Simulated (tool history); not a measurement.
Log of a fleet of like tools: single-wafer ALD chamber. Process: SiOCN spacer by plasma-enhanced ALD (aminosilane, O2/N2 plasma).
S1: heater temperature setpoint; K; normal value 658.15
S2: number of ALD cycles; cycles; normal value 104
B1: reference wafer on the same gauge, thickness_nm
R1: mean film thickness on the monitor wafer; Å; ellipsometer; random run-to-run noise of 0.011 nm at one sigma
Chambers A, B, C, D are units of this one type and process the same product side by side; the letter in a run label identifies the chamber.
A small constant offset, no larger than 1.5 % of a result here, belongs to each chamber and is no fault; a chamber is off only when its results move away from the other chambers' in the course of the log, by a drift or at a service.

run,hour,S1,S2,B1,R1
1B,3.7,658.15,104,5.9869,63.541
2A,7.9,658.15,104,5.9894,62.473
# hour 8.2: chamber B: thermocouple changed; heater temperature recalibrated
3C,12.3,658.15,104,5.9877,62.987
4D,17.0,658.15,104,5.9862,62.426
5A,22.7,658.15,104,5.9857,62.551
6B,26.7,658.15,104,5.9857,63.460
7C,33.2,658.15,104,5.9813,62.931
8D,39.0,658.15,104,5.9820,62.156
9C,43.4,658.15,104,5.9802,62.781
10D,46.7,658.15,104,5.9798,62.241
11B,52.8,658.15,104,5.9779,63.365
12A,58.6,658.15,104,5.9771,62.231
13B,64.3,658.15,104,5.9743,63.320
14D,70.7,658.15,104,5.9758,62.293
15C,75.7,658.15,104,5.9717,62.828
16A,78.7,658.15,104,5.9719,62.146
17B,84.4,658.15,104,5.9721,63.288
18D,88.7,658.15,104,5.9694,62.108
19A,92.3,658.15,104,5.9712,62.014
20C,96.8,658.15,104,5.9671,62.753
21D,102.7,658.15,104,5.9672,62.224
22B,106.4,658.15,104,5.9667,63.218
23A,111.5,658.15,104,5.9658,62.198
24C,116.0,658.15,104,5.9618,62.903
25A,119.5,658.15,104,5.9624,62.239
26D,123.7,648.15,89,5.9627,53.071
27B,128.0,648.15,89,5.9633,54.014
28C,132.9,648.15,89,5.9605,53.466
29B,138.8,648.15,89,5.9588,54.112
30C,142.5,658.15,104,5.9587,62.684
31D,145.5,658.15,104,5.9567,62.046
32A,149.3,658.15,104,5.9584,61.993
33D,153.0,658.15,104,5.9554,61.933
34B,156.6,658.15,104,5.9582,63.276
35A,160.5,658.15,104,5.9555,62.170
36C,167.0,658.15,104,5.9529,62.659
37D,173.5,658.15,104,5.9523,61.968
38A,179.9,658.15,104,5.9511,62.036

The same settings go to every chamber for the next run, one line per chamber below. Forecast the results for each:
39A,184.7,658.15,104,,?
39B,184.7,658.15,104,,?
39C,184.7,658.15,104,,?
39D,184.7,658.15,104,,?

run,R1
39A,62.086
39B,63.119
39C,62.644
39D,61.970
